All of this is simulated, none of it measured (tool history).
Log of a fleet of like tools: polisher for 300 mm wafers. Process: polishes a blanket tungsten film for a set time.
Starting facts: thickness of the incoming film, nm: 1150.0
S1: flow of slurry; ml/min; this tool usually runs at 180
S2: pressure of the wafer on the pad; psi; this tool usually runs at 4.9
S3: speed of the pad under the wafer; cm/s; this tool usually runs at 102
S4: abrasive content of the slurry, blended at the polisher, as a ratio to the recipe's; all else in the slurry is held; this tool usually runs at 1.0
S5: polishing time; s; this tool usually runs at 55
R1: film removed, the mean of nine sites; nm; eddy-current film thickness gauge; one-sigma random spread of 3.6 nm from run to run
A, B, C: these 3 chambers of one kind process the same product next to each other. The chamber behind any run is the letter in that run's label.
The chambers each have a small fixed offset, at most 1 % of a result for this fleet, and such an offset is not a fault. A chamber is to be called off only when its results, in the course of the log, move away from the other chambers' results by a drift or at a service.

run     day   S1   S2   S3   S4  S5      R1
      0.154  -- chamber C: worn pad replaced by a new one
      0.171  -- chamber A: slurry tank refilled with fresh slurry and peroxide
      0.212  -- chamber A: worn pad replaced by a new one
      0.221  -- chamber C: slurry nozzle cleaned
 1A   0.442  180  4.9  102  1.0  55  391.54
 2C   0.712  180  4.9  102  1.0  55  397.15
      0.879  -- chamber C: slurry blender recalibrated
 3B   1.050  180  4.9  102  1.0  55  390.39
      1.188  -- chamber B: worn pad replaced by a new one
      1.375  -- chamber B: head pressure recalibrated
 4C   1.388  180  4.9  102  1.0  55  392.12
      1.638  -- chamber B: slurry tank refilled with fresh slurry and peroxide
 5A   1.650  180  4.9  102  1.0  55  395.58
      1.796  -- chamber C: slurry tank refilled with fresh slurry and peroxide
 6B   1.958  180  4.9  102  1.0  55  387.99
      2.154  -- chamber C: worn pad replaced by a new one
 7B   2.292  180  4.9  102  1.0  55  390.51
 8A   2.546  180  4.9  102  1.0  55  386.02
 9C   2.800  180  4.9  102  1.0  55  392.50
      3.083  -- chamber A: worn pad replaced by a new one
      3.121  -- chamber A: slurry tank refilled with fresh slurry and peroxide
10C   3.162  180  4.9  102  1.2  55  405.39
      3.200  -- chamber B: slurry blender recalibrated
11B   3.588  180  4.9  102  1.2  55  414.46
      3.721  -- chamber B: worn pad replaced by a new one
      3.729  -- chamber B: slurry tank refilled with fresh slurry and peroxide
12A   3.862  180  4.9  102  1.2  55  410.78
13A   4.362  180  4.9  102  1.0  55  396.90
      4.629  -- chamber C: worn pad replaced by a new one
      4.783  -- chamber A: slurry blender recalibrated
14B   4.800  180  4.9  102  1.0  55  397.80
15C   5.129  180  4.9  102  1.0  55  387.45
16B   5.538  180  4.9  102  1.0  55  394.20
      5.592  -- chamber C: slurry tank refilled with fresh slurry and peroxide
17A   6.008  180  4.9   86  1.0  72  438.18
      6.017  -- chamber B: worn pad replaced by a new one
      6.167  -- chamber A: slurry tank refilled with fresh slurry and peroxide
18C   6.283  180  4.9   86  1.0  72  438.62
      6.367  -- chamber B: slurry tank refilled with fresh slurry and peroxide
      6.492  -- chamber A: worn pad replaced by a new one
      6.496  -- chamber C: head pressure recalibrated
      6.529  -- chamber A: slurry nozzle cleaned
      6.617  -- chamber C: worn pad replaced by a new one
19C   6.650  180  4.9   86  1.0  72  436.76
20B   6.925  180  4.9  102  1.0  55  395.75
21A   7.312  180  4.9  102  1.0  55  391.31
22B   7.621  180  4.9  102  1.0  55  388.57
23C   8.042  180  4.9  102  1.0  55  390.04
24A   8.417  180  4.9  134  1.2  55  534.11
      8.442  -- chamber B: slurry tank refilled with fresh slurry and peroxide
25A   8.675  180  4.9  134  1.2  55  547.34
      8.725  -- chamber C: slurry tank refilled with fresh slurry and peroxide
      8.779  -- chamber B: worn pad replaced by a new one
26B   8.975  180  4.9  134  1.2  55  548.70
      9.050  -- chamber C: worn pad replaced by a new one
      9.204  -- chamber A: slurry tank refilled with fresh slurry and peroxide
      9.325  -- chamber A: worn pad replaced by a new one
27C   9.371  180  4.9  102  1.0  55  394.11
28B   9.842  180  4.9  102  1.0  55  390.65
29C  10.125  180  4.9  102  1.0  55  386.18
     10.488  -- chamber C: slurry nozzle cleaned
30A  10.500  180  4.9  102  1.0  55  389.36
     10.667  -- chamber B: slurry tank refilled with fresh slurry and peroxide
31A  10.879  180  4.9  102  1.0  55  386.46
     11.083  -- chamber B: worn pad replaced by a new one
32B  11.117  180  4.9  102  1.0  55  393.19
     11.333  -- chamber C: worn pad replaced by a new one
33C  11.562  180  4.9   90  1.0  62  389.07

For the next run the whole fleet of 3 chambers uses the same settings. Give each chamber's results:
34A  11.925  180  4.9  102  1.3  55   ?
34B  11.925  180  4.9  102  1.3  55   ?
34C  11.925  180  4.9  102  1.3  55   ?

run      R1
34A  414.25
34B  416.72
34C  418.23
